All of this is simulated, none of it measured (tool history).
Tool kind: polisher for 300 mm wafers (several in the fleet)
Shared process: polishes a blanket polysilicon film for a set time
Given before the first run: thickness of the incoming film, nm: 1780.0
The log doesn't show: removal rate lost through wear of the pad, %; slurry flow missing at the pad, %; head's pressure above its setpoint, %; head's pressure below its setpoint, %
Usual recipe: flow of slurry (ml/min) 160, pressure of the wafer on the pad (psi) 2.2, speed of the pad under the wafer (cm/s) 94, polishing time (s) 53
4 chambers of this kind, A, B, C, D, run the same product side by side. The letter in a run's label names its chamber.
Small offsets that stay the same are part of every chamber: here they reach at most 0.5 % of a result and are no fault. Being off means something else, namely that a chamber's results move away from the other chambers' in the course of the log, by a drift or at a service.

run	hour	flow of slurry (ml/min)	pressure of the wafer on the pad (psi)	speed of the pad under the wafer (cm/s)	polishing time (s)	wafers polished on this pad	hours since the slurry nozzle was cleaned	hours since the head pressure was calibrated	film removed (Å)
1C	4.5	160	2.2	94	53	343	639.6	598.7	3388.4
# hour 7.6: chamber D: worn pad replaced by a new one
2D	10.2	160	2.2	94	53	30	499.8	379.1	3463.0
3A	18.3	160	2.2	94	53	423	109.7	478.7	3563.5
4B	24.5	160	2.2	94	53	975	240.4	564.1	3449.0
5B	30.0	160	2.2	94	53	1037	245.9	569.6	3503.0
6D	34.3	160	2.2	94	53	301	523.9	403.2	3435.9
# hour 41.7: chamber A: worn pad replaced by a new one
7C	42.0	160	2.2	94	53	764	677.1	636.2	3394.5
# hour 43.9: chamber B: worn pad replaced by a new one
8A	48.2	160	2.2	94	53	73	139.6	508.6	3533.2
9D	56.2	160	2.2	94	53	547	545.8	425.1	3479.6
10B	64.6	160	2.2	94	53	233	280.5	604.2	3455.4
11A	69.4	160	2.2	94	53	311	160.8	529.8	3512.9
# hour 72.8: chamber C: slurry nozzle cleaned
12C	73.3	160	2.2	94	53	1116	0.6	667.5	3420.5
13C	81.2	160	2.2	94	53	1205	8.5	675.4	3329.4
14A	86.8	160	2.2	94	53	507	178.2	547.2	3481.4
# hour 90.6: chamber D: worn pad replaced by a new one
15D	95.5	160	2.2	94	53	55	585.1	464.4	3432.0
16B	103.8	160	2.2	94	53	674	319.7	643.4	3445.9
# hour 104.0: chamber A: worn pad replaced by a new one
# hour 109.5: chamber A: slurry nozzle cleaned
17A	112.5	160	2.2	94	53	96	3.1	572.9	3559.9
18D	119.9	160	2.2	94	53	329	609.5	488.8	3538.4
19C	126.0	160	2.2	94	53	1709	53.3	720.2	3241.3
20B	131.8	160	2.2	94	53	988	347.7	671.4	3453.1
21A	140.8	160	2.2	94	53	414	31.4	601.2	3395.5
22C	145.1	160	2.2	94	53	1923	72.4	739.3	3199.4
23D	151.0	160	2.2	94	47	679	640.6	519.9	3029.8
24B	155.8	160	2.2	94	47	1258	371.7	695.4	3155.3
# hour 157.1: chamber B: worn pad replaced by a new one
25A	160.3	160	2.2	94	47	633	50.9	620.7	3041.1
# hour 164.5: chamber A: worn pad replaced by a new one
26D	167.9	160	2.2	94	47	869	657.5	536.8	3022.2
# hour 169.6: chamber D: worn pad replaced by a new one
27B	172.9	160	2.2	94	53	178	388.8	712.5	3519.3
# hour 180.2: chamber D: head pressure recalibrated
28C	181.4	160	2.2	94	53	2331	108.7	775.6	3229.0
29D	186.6	160	2.2	94	53	191	676.2	6.5	3452.3
30A	195.4	160	2.2	94	53	347	86.0	655.8	3492.7
31C	199.8	160	2.2	94	53	2538	127.1	794.0	3188.8
32B	206.5	160	2.2	94	53	556	422.4	746.1	3560.1
33C	214.1	160	2.2	94	53	2699	141.4	808.3	3095.2

Next, all 4 chambers run the settings below, one line each with question marks for the results. What does each chamber give?
34A	220.5	160	2.9	94	53				?
34B	220.5	160	2.9	94	53				?
34C	220.5	160	2.9	94	53				?
34D	220.5	160	2.9	94	53				?

run	film removed (Å)
34A	4527.2
34B	4555.2
34C	4101.4
34D	4457.9
